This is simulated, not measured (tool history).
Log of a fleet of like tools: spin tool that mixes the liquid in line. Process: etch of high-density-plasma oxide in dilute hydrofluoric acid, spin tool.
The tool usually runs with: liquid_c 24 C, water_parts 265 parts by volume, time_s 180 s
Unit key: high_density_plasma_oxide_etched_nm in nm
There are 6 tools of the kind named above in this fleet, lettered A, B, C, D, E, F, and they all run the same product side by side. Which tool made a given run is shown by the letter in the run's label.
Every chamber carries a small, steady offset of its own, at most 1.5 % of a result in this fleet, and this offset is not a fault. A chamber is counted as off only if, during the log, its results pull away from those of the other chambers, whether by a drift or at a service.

run   hour  liquid_c  water_parts  time_s  read-back film thickness of the high-density-plasma oxide reference wafer, read on the same gauge (nm)  high_density_plasma_oxide_etched_nm
 1A    8.9        24          265     180                                                                                                  50.011                               3.0142
 2F     20        24          265     180                                                                                                  50.004                               3.1636
 3B     31        24          265     180                                                                                                  50.004                               3.0755
 4E   40.9        24          265     180                                                                                                  49.997                               3.0409
 5C   52.7        24          265     180                                                                                                  50.009                               3.0622
 6D     63        24          265     180                                                                                                  49.995                               3.0853
 7E   76.8        24          265     145                                                                                                  50.008                               2.4431
 8A     86        24          265     145                                                                                                  50.011                               2.4271
 9C   95.9        24          265     145                                                                                                  49.992                               2.4743
10F  104.4        24          265     145                                                                                                  50.005                               2.4873
11B  114.5        24          265     145                                                                                                  49.998                               2.4461
12D  127.6        24          265     145                                                                                                      50                               2.5372
13E  139.2        24          265     180                                                                                                  49.994                               3.1424
14F  150.7        24          265     180                                                                                                  49.999                               3.0895
     159.2  -- chamber B: hydrofluoric acid flow meter replaced
15B  160.4        24          265     180                                                                                                  50.019                               3.0707
16A    175        24          265     180                                                                                                  50.024                               3.0203
17C  186.9        24          265     180                                                                                                   49.99                               3.1376
18D  201.1        24          265     180                                                                                                  49.999                               3.0891
19C  210.1        24          265     180                                                                                                  49.977                               3.0657
20F  218.7        24          265     180                                                                                                  49.994                               3.0867
21D  233.6        24          265     180                                                                                                  50.001                                3.134
22E  244.3        24          265     180                                                                                                  49.996                               3.0943
23B  258.3        24          265     180                                                                                                   50.02                                3.077
24A  272.4        24          265     180                                                                                                  50.014                               3.1609
25A  282.1        24          265     180                                                                                                  49.991                               3.0644
26E  291.8        24          265     180                                                                                                  49.991                               3.0733
27B    307        24          265     180                                                                                                  49.996                               3.0533
28D  315.4        24          265     180                                                                                                  50.011                               3.0963
     323.9  -- chamber F: thermometer replaced
29C  330.1        24          265     180                                                                                                  49.991                               3.0747
30F  337.5        24          265     180                                                                                                   50.02                               3.0476
31A  346.5        24          265     180                                                                                                  50.005                               3.1463
     353.6  -- chamber F: hydrofluoric acid flow meter replaced
32F  361.5        26          220     180                                                                                                  49.991                               4.2112
33C  373.3        26          220     180                                                                                                  49.989                               4.1886
34B  385.8        26          220     180                                                                                                  50.014                               4.1364
35D  394.1        26          220     180                                                                                                  50.005                               4.1821
36E  401.3        26          220     180                                                                                                  50.013                               4.1133
37F  412.3        26          220     180                                                                                                  49.986                               4.1664
38A  423.7        24          265     180                                                                                                  49.983                               3.2476
39D  433.3        24          265     180                                                                                                  50.007                               3.1309
40B  443.9        24          170     280                                                                                                  49.995                               8.0959
41C  453.8        24          170     280                                                                                                  49.994                               8.2085
42E  462.5        24          170     280                                                                                                      50                               8.0243
43A  473.9        24          170     280                                                                                                  50.007                               8.4666
44B  480.6        24          170     280                                                                                                  49.999                               8.1994

Does one chamber stand apart from the rest, does the shared gauge drift, or is all well apart from small per-chamber offsets? Give the chamber and the most likely cause, where there is one.

It is chamber A that slowly wanders off from its peers.
Likeliest cause: hydrofluoric acid flow above the setpoint (%) = 5.94.
The log may not tell that from: liquid hotter than its thermometer reads (K).

Chamber A could run next with any of the 4 candidate recipes listed below; each alters the usual settings, and their results appear as question marks. Which one brings its results back in line with what the other chambers deliver on the usual settings?
Maximum distance from the other chambers' mean on the usual settings for a result to count as in line: high_density_plasma_oxide_etched_nm 0.11 nm
45A-1  491.4        24          265     160                                                                                                                                            ?
45A-2  491.4        24          265     190                                                                                                                                            ?
45A-3  491.4        24          250     190                                                                                                                                            ?
45A-4  491.4        24          265     170                                                                                                                                            ?

Mean of the other chambers on the usual settings: high_density_plasma_oxide_etched_nm 3.0808 nm
  run  high_density_plasma_oxide_etched_nm
45A-1                               2.8902
45A-2                               3.4321
45A-3                                3.687
45A-4                               3.0708
The right change is 45A-4: it brings the chamber back within the allowed miss of the others.

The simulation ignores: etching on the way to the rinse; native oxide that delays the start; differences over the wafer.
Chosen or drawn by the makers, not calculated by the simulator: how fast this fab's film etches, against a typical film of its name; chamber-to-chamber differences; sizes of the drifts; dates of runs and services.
